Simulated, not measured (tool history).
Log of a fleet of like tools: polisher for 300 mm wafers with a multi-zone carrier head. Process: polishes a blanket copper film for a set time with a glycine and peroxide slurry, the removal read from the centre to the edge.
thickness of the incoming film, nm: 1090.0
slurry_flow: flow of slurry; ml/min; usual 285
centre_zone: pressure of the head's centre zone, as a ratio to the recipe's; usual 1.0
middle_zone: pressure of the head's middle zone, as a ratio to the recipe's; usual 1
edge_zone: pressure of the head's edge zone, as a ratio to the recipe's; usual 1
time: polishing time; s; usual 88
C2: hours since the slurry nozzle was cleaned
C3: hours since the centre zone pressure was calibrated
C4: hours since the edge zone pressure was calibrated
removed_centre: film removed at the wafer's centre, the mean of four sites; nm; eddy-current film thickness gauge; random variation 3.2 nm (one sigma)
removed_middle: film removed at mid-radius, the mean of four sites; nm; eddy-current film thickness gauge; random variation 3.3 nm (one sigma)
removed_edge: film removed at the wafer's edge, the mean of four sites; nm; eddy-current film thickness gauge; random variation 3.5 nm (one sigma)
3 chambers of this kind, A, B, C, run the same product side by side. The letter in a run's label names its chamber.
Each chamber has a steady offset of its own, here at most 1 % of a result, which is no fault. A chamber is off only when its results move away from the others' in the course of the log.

-- hour=4.9 chamber C: worn pad replaced by a new one
run 1B hour=13.1 | slurry_flow=285 centre_zone=1.0 middle_zone=1 edge_zone=1 time=88 | wafers_polished_on_this_pad=458 C2=155.1 C3=134.7 C4=309.3 | removed_centre=388.81 removed_middle=391.65 removed_edge=393.09
-- hour=17.8 chamber A: worn pad replaced by a new one
run 2C hour=26.8 | slurry_flow=285 centre_zone=1.0 middle_zone=1 edge_zone=1 time=88 | wafers_polished_on_this_pad=129 C2=35.8 C3=373.5 C4=756.1 | removed_centre=392.26 removed_middle=387.62 removed_edge=403.57
run 3A hour=40.5 | slurry_flow=285 centre_zone=1.0 middle_zone=1 edge_zone=1 time=88 | wafers_polished_on_this_pad=134 C2=55.3 C3=1034.1 C4=82.5 | removed_centre=394.87 removed_middle=396.09 removed_edge=394.11
run 4A hour=53.8 | slurry_flow=285 centre_zone=1.0 middle_zone=1 edge_zone=1 time=88 | wafers_polished_on_this_pad=213 C2=68.6 C3=1047.4 C4=95.8 | removed_centre=389.88 removed_middle=394.25 removed_edge=397.20
run 5C hour=68.7 | slurry_flow=250 centre_zone=1.0 middle_zone=1 edge_zone=1 time=58 | wafers_polished_on_this_pad=377 C2=77.7 C3=415.4 C4=798.0 | removed_centre=256.24 removed_middle=255.37 removed_edge=258.68
run 6B hour=81.0 | slurry_flow=250 centre_zone=1.0 middle_zone=1 edge_zone=1 time=58 | wafers_polished_on_this_pad=860 C2=223.0 C3=202.6 C4=377.2 | removed_centre=253.39 removed_middle=253.13 removed_edge=259.06
run 7A hour=95.4 | slurry_flow=250 centre_zone=1.0 middle_zone=1 edge_zone=1 time=58 | wafers_polished_on_this_pad=459 C2=110.2 C3=1089.0 C4=137.4 | removed_centre=257.81 removed_middle=256.26 removed_edge=254.46
run 8B hour=110.6 | slurry_flow=285 centre_zone=1.0 middle_zone=1 edge_zone=1 time=88 | wafers_polished_on_this_pad=1035 C2=252.6 C3=232.2 C4=406.8 | removed_centre=388.80 removed_middle=393.12 removed_edge=394.66
-- hour=117.3 chamber B: worn pad replaced by a new one
run 9C hour=127.1 | slurry_flow=285 centre_zone=1.0 middle_zone=1 edge_zone=1 time=88 | wafers_polished_on_this_pad=722 C2=136.1 C3=473.8 C4=856.4 | removed_centre=388.72 removed_middle=387.18 removed_edge=394.96
run 10B hour=139.9 | slurry_flow=285 centre_zone=1.0 middle_zone=1 edge_zone=1 time=88 | wafers_polished_on_this_pad=133 C2=281.9 C3=261.5 C4=436.1 | removed_centre=385.73 removed_middle=390.66 removed_edge=387.76
-- hour=145.1 chamber C: worn pad replaced by a new one
-- hour=147.5 chamber B: slurry nozzle cleaned
-- hour=150.0 chamber A: worn pad replaced by a new one
run 11C hour=150.7 | slurry_flow=285 centre_zone=1.0 middle_zone=1 edge_zone=1 time=88 | wafers_polished_on_this_pad=33 C2=159.7 C3=497.4 C4=880.0 | removed_centre=392.31 removed_middle=386.58 removed_edge=402.71
run 12A hour=160.3 | slurry_flow=285 centre_zone=1.0 middle_zone=1 edge_zone=1 time=88 | wafers_polished_on_this_pad=61 C2=175.1 C3=1153.9 C4=202.3 | removed_centre=409.55 removed_middle=391.23 removed_edge=391.49
run 13C hour=172.2 | slurry_flow=285 centre_zone=1.0 middle_zone=1 edge_zone=1 time=88 | wafers_polished_on_this_pad=160 C2=181.2 C3=518.9 C4=901.5 | removed_centre=391.15 removed_middle=390.55 removed_edge=391.24
run 14A hour=188.1 | slurry_flow=285 centre_zone=1.0 middle_zone=1 edge_zone=1 time=88 | wafers_polished_on_this_pad=225 C2=202.9 C3=1181.7 C4=230.1 | removed_centre=407.12 removed_middle=398.04 removed_edge=395.96
run 15B hour=198.9 | slurry_flow=285 centre_zone=1.0 middle_zone=1 edge_zone=1 time=88 | wafers_polished_on_this_pad=482 C2=51.5 C3=320.5 C4=495.1 | removed_centre=393.88 removed_middle=391.64 removed_edge=395.41
-- hour=200.3 chamber C: edge zone pressure recalibrated
run 16A hour=213.6 | slurry_flow=285 centre_zone=1.0 middle_zone=1 edge_zone=1 time=88 | wafers_polished_on_this_pad=376 C2=228.4 C3=1207.2 C4=255.6 | removed_centre=412.37 removed_middle=396.43 removed_edge=386.81
run 17C hour=222.2 | slurry_flow=285 centre_zone=1.0 middle_zone=1 edge_zone=1 time=113 | wafers_polished_on_this_pad=456 C2=231.2 C3=568.9 C4=21.9 | removed_centre=503.97 removed_middle=505.36 removed_edge=519.40
run 18B hour=231.8 | slurry_flow=285 centre_zone=1.0 middle_zone=1 edge_zone=1 time=113 | wafers_polished_on_this_pad=677 C2=84.4 C3=353.4 C4=528.0 | removed_centre=503.84 removed_middle=491.53 removed_edge=519.12
run 19A hour=246.7 | slurry_flow=285 centre_zone=1.0 middle_zone=1 edge_zone=1 time=113 | wafers_polished_on_this_pad=571 C2=261.5 C3=1240.3 C4=288.7 | removed_centre=539.92 removed_middle=509.90 removed_edge=502.55
run 20B hour=255.5 | slurry_flow=285 centre_zone=1.0 middle_zone=1 edge_zone=1 time=88 | wafers_polished_on_this_pad=817 C2=108.1 C3=377.1 C4=551.7 | removed_centre=392.18 removed_middle=389.03 removed_edge=399.09

Is one chamber off against the others, does the gauge drift, or is nothing wrong? If a chamber is off, say which, and what the likeliest cause is.

Chamber A drifts away from the others.
Cause: centre zone's pressure above its setpoint, % = 7.97.

Here are 4 candidates for chamber A's next run, each the usual settings with a change, their results left as question marks. Which one brings its results back in line with what the others give on the usual settings?
In line means no further than this from the other chambers' mean on the usual settings: removed_centre 11.00 nm; removed_middle 12.00 nm; removed_edge 12.00 nm
run 21A-1 hour=267.4 | slurry_flow=290 centre_zone=1.03 middle_zone=1.00 edge_zone=0.98 time=88 | removed_centre=? removed_middle=? removed_edge=?
run 21A-2 hour=267.4 | slurry_flow=290 centre_zone=1.08 middle_zone=1.01 edge_zone=0.96 time=89 | removed_centre=? removed_middle=? removed_edge=?
run 21A-3 hour=267.4 | slurry_flow=280 centre_zone=0.97 middle_zone=1.00 edge_zone=1.02 time=88 | removed_centre=? removed_middle=? removed_edge=?
run 21A-4 hour=267.4 | slurry_flow=280 centre_zone=0.93 middle_zone=1.00 edge_zone=1.04 time=88 | removed_centre=? removed_middle=? removed_edge=?

The other chambers' mean on the usual settings: removed_centre 390.85 nm; removed_middle 390.91 nm; removed_edge 395.66 nm
run=21A-1 removed_centre=443.39 removed_middle=397.12 removed_edge=388.34
run=21A-2 removed_centre=472.13 removed_middle=405.20 removed_edge=388.58
run=21A-3 removed_centre=413.68 removed_middle=395.83 removed_edge=395.39
run=21A-4 removed_centre=395.03 removed_middle=395.92 removed_edge=399.44
21A-4 brings the chamber back in line.
